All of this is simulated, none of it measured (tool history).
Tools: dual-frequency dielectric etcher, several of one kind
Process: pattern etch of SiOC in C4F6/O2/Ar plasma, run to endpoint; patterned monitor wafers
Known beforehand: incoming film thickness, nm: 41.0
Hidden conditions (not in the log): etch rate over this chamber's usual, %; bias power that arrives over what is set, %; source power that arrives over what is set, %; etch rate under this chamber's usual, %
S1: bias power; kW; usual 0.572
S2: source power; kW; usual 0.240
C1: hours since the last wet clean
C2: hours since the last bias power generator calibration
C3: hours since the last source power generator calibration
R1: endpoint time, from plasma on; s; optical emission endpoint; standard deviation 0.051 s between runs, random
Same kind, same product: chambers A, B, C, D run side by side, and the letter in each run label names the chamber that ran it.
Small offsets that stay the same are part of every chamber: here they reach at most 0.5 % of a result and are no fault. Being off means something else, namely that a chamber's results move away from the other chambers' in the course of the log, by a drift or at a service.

run 1A hour=3.3 | S1=0.572 S2=0.240 | C1=246.0 C2=1285.5 C3=592.0 | R1=15.854
run 2D hour=6.4 | S1=0.572 S2=0.240 | C1=304.7 C2=272.9 C3=2034.5 | R1=15.805
run 3C hour=11.3 | S1=0.572 S2=0.240 | C1=22.3 C2=1028.8 C3=2402.9 | R1=15.839
run 4B hour=14.8 | S1=0.572 S2=0.240 | C1=367.6 C2=1743.6 C3=918.4 | R1=15.835
run 5A hour=20.7 | S1=0.572 S2=0.240 | C1=263.4 C2=1302.9 C3=609.4 | R1=16.005
run 6C hour=24.0 | S1=0.710 S2=0.200 | C1=35.0 C2=1041.5 C3=2415.6 | R1=15.455
run 7B hour=29.0 | S1=0.710 S2=0.200 | C1=381.8 C2=1757.8 C3=932.6 | R1=15.579
run 8D hour=34.5 | S1=0.710 S2=0.200 | C1=332.8 C2=301.0 C3=2062.6 | R1=15.482
run 9C hour=38.6 | S1=0.710 S2=0.200 | C1=49.6 C2=1056.1 C3=2430.2 | R1=15.477
run 10D hour=43.3 | S1=0.572 S2=0.240 | C1=341.6 C2=309.8 C3=2071.4 | R1=15.820
run 11A hour=47.6 | S1=0.572 S2=0.240 | C1=290.3 C2=1329.8 C3=636.3 | R1=15.926
run 12B hour=52.1 | S1=0.572 S2=0.240 | C1=404.9 C2=1780.9 C3=955.7 | R1=15.888
-- hour=55.7 chamber D: wet clean of the chamber
run 13A hour=56.0 | S1=0.572 S2=0.240 | C1=298.7 C2=1338.2 C3=644.7 | R1=15.853
run 14C hour=59.6 | S1=0.572 S2=0.240 | C1=70.6 C2=1077.1 C3=2451.2 | R1=15.865
run 15D hour=65.3 | S1=0.572 S2=0.240 | C1=9.6 C2=331.8 C3=2093.4 | R1=15.779
run 16B hour=68.3 | S1=0.572 S2=0.240 | C1=421.1 C2=1797.1 C3=971.9 | R1=16.057
run 17A hour=73.0 | S1=0.661 S2=0.270 | C1=315.7 C2=1355.2 C3=661.7 | R1=14.324
run 18B hour=78.2 | S1=0.661 S2=0.270 | C1=431.0 C2=1807.0 C3=981.8 | R1=14.631
run 19D hour=82.4 | S1=0.661 S2=0.270 | C1=26.7 C2=348.9 C3=2110.5 | R1=14.329
run 20C hour=86.6 | S1=0.661 S2=0.270 | C1=97.6 C2=1104.1 C3=2478.2 | R1=14.328
run 21C hour=92.7 | S1=0.572 S2=0.240 | C1=103.7 C2=1110.2 C3=2484.3 | R1=15.836
run 22B hour=95.5 | S1=0.699 S2=0.240 | C1=448.3 C2=1824.3 C3=999.1 | R1=14.989
run 23D hour=98.7 | S1=0.699 S2=0.240 | C1=43.0 C2=365.2 C3=2126.8 | R1=14.632
run 24A hour=101.7 | S1=0.699 S2=0.240 | C1=344.4 C2=1383.9 C3=690.4 | R1=14.696
run 25B hour=104.5 | S1=0.699 S2=0.240 | C1=457.3 C2=1833.3 C3=1008.1 | R1=15.085
run 26A hour=109.6 | S1=0.572 S2=0.240 | C1=352.3 C2=1391.8 C3=698.3 | R1=15.831
run 27C hour=115.3 | S1=0.511 S2=0.280 | C1=126.3 C2=1132.8 C3=2506.9 | R1=15.627
run 28D hour=119.4 | S1=0.511 S2=0.280 | C1=63.7 C2=385.9 C3=2147.5 | R1=15.474
run 29D hour=124.9 | S1=0.511 S2=0.280 | C1=69.2 C2=391.4 C3=2153.0 | R1=15.586
run 30A hour=129.2 | S1=0.511 S2=0.280 | C1=371.9 C2=1411.4 C3=717.9 | R1=15.727
-- hour=132.3 chamber A: wet clean of the chamber
run 31C hour=133.9 | S1=0.572 S2=0.200 | C1=144.9 C2=1151.4 C3=2525.5 | R1=16.864
run 32B hour=136.8 | S1=0.572 S2=0.200 | C1=489.6 C2=1865.6 C3=1040.4 | R1=17.583
run 33A hour=141.0 | S1=0.572 S2=0.200 | C1=8.8 C2=1423.2 C3=729.7 | R1=17.010

Does one chamber stand apart from the rest, does the shared gauge drift, or is all well apart from small per-chamber offsets? Give the chamber and the most likely cause, where there is one.

It is chamber B that slowly wanders off from its peers.
Cause: etch rate under this chamber's usual, % = 4.48.

Here are 4 candidates for chamber B's next run, each the usual settings with a change, their results left as question marks. Which one brings its results back in line with what the others give on the usual settings?
A result is in line if it is within this distance of the other chambers' mean on the usual settings: R1 0.180 s
run 34B-1 hour=145.4 | S1=0.572 S2=0.200 | R1=?
run 34B-2 hour=145.4 | S1=0.536 S2=0.230 | R1=?
run 34B-3 hour=145.4 | S1=0.632 S2=0.260 | R1=?
run 34B-4 hour=145.4 | S1=0.572 S2=0.270 | R1=?

The other chambers' mean on the usual settings: R1 15.833 s
run=34B-1 R1=17.729
run=34B-2 R1=17.262
run=34B-3 R1=15.484
run=34B-4 R1=15.869
It is 34B-4 that realigns the chamber with its peers.

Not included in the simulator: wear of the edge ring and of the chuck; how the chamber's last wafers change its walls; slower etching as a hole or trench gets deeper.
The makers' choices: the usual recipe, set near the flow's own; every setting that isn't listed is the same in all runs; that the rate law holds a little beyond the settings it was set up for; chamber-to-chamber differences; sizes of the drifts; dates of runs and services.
